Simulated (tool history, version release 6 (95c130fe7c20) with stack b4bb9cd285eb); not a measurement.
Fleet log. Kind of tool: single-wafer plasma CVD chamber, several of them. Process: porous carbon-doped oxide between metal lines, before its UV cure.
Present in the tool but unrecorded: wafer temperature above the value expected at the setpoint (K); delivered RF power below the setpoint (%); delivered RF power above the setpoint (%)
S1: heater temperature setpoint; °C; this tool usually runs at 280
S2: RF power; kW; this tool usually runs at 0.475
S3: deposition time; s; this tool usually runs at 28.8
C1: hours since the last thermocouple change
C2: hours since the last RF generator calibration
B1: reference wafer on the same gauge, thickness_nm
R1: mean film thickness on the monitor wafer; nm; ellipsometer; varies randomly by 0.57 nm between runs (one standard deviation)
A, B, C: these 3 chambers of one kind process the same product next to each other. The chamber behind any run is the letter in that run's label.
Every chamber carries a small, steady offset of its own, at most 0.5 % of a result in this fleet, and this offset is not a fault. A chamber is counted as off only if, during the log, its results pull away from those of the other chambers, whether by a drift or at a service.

run 1C hour=4.7 | S1=280 S2=0.475 S3=28.8 | C1=1912.4 C2=363.4 | B1=179.87 | R1=169.21
run 2B hour=8.2 | S1=280 S2=0.475 S3=28.8 | C1=2316.9 C2=1043.4 | B1=179.92 | R1=170.86
run 3A hour=12.9 | S1=280 S2=0.475 S3=28.8 | C1=2835.4 C2=585.1 | B1=179.87 | R1=170.39
run 4C hour=17.8 | S1=280 S2=0.475 S3=28.8 | C1=1925.5 C2=376.5 | B1=180.02 | R1=169.60
run 5B hour=22.9 | S1=280 S2=0.475 S3=28.8 | C1=2331.6 C2=1058.1 | B1=180.02 | R1=169.66
run 6A hour=25.6 | S1=280 S2=0.475 S3=28.8 | C1=2848.1 C2=597.8 | B1=180.04 | R1=170.65
run 7A hour=28.3 | S1=280 S2=0.475 S3=28.8 | C1=2850.8 C2=600.5 | B1=179.92 | R1=170.01
run 8B hour=34.2 | S1=280 S2=0.475 S3=28.8 | C1=2342.9 C2=1069.4 | B1=179.98 | R1=170.48
run 9C hour=39.5 | S1=280 S2=0.475 S3=28.8 | C1=1947.2 C2=398.2 | B1=180.02 | R1=169.62
run 10C hour=45.2 | S1=280 S2=0.475 S3=28.8 | C1=1952.9 C2=403.9 | B1=179.96 | R1=169.97
run 11B hour=48.7 | S1=280 S2=0.475 S3=28.8 | C1=2357.4 C2=1083.9 | B1=179.94 | R1=170.00
run 12A hour=52.1 | S1=280 S2=0.475 S3=28.8 | C1=2874.6 C2=624.3 | B1=180.03 | R1=170.30
run 13A hour=58.0 | S1=268 S2=0.475 S3=28.8 | C1=2880.5 C2=630.2 | B1=179.98 | R1=184.68
run 14C hour=63.2 | S1=268 S2=0.475 S3=28.8 | C1=1970.9 C2=421.9 | B1=179.87 | R1=182.87
run 15B hour=68.8 | S1=268 S2=0.475 S3=28.8 | C1=2377.5 C2=1104.0 | B1=179.94 | R1=180.51
run 16B hour=73.2 | S1=280 S2=0.475 S3=28.8 | C1=2381.9 C2=1108.4 | B1=179.92 | R1=167.69
run 17A hour=77.5 | S1=280 S2=0.475 S3=28.8 | C1=2900.0 C2=649.7 | B1=180.03 | R1=170.63
run 18C hour=81.6 | S1=280 S2=0.475 S3=28.8 | C1=1989.3 C2=440.3 | B1=180.27 | R1=169.68
run 19B hour=86.2 | S1=268 S2=0.475 S3=28.8 | C1=2394.9 C2=1121.4 | B1=179.88 | R1=181.19
run 20A hour=90.7 | S1=268 S2=0.475 S3=28.8 | C1=2913.2 C2=662.9 | B1=180.05 | R1=183.45
run 21C hour=94.2 | S1=268 S2=0.475 S3=28.8 | C1=2001.9 C2=452.9 | B1=180.05 | R1=183.80
run 22A hour=97.5 | S1=280 S2=0.475 S3=28.8 | C1=2920.0 C2=669.7 | B1=180.15 | R1=170.40
run 23C hour=101.1 | S1=280 S2=0.475 S3=28.8 | C1=2008.8 C2=459.8 | B1=180.07 | R1=170.08
run 24B hour=105.8 | S1=280 S2=0.475 S3=28.8 | C1=2414.5 C2=1141.0 | B1=180.06 | R1=165.74
run 25C hour=111.2 | S1=268 S2=0.475 S3=28.8 | C1=2018.9 C2=469.9 | B1=179.92 | R1=183.72
run 26A hour=114.4 | S1=268 S2=0.475 S3=28.8 | C1=2936.9 C2=686.6 | B1=180.06 | R1=184.88
run 27B hour=118.7 | S1=268 S2=0.475 S3=28.8 | C1=2427.4 C2=1153.9 | B1=179.93 | R1=177.85
run 28A hour=123.5 | S1=280 S2=0.475 S3=28.8 | C1=2946.0 C2=695.7 | B1=180.00 | R1=170.21
run 29C hour=128.1 | S1=273 S2=0.540 S3=28.8 | C1=2035.8 C2=486.8 | B1=179.90 | R1=192.07

One chamber off, gauge drift, or nothing amiss beyond the chambers' own small offsets? If it is a chamber, which one, and what is the likeliest cause?

It is chamber B that slowly wanders off from its peers.
Cause: delivered RF power below the setpoint (%) = 5.33.
The log may not separate it from: wafer temperature above the value expected at the setpoint (K).

Here are 4 candidates for chamber B's next run, each the usual settings with a change, their results left as question marks. Which one brings its results back in line with what the others give on the usual settings?
To be in line, a result may differ from the other chambers' mean on the usual settings by at most: R1 2.00 nm
run 30B-1 hour=132.3 | S1=279 S2=0.480 S3=29.3 | R1=?
run 30B-2 hour=132.3 | S1=281 S2=0.470 S3=28.3 | R1=?
run 30B-3 hour=132.3 | S1=280 S2=0.465 S3=28.8 | R1=?
run 30B-4 hour=132.3 | S1=280 S2=0.475 S3=29.2 | R1=?

What the other chambers average on the usual settings: R1 169.67 nm
run=30B-1 R1=169.24
run=30B-2 R1=158.93
run=30B-3 R1=161.29
run=30B-4 R1=166.24
30B-1 is the one that brings the chamber's results back in line with the other chambers.

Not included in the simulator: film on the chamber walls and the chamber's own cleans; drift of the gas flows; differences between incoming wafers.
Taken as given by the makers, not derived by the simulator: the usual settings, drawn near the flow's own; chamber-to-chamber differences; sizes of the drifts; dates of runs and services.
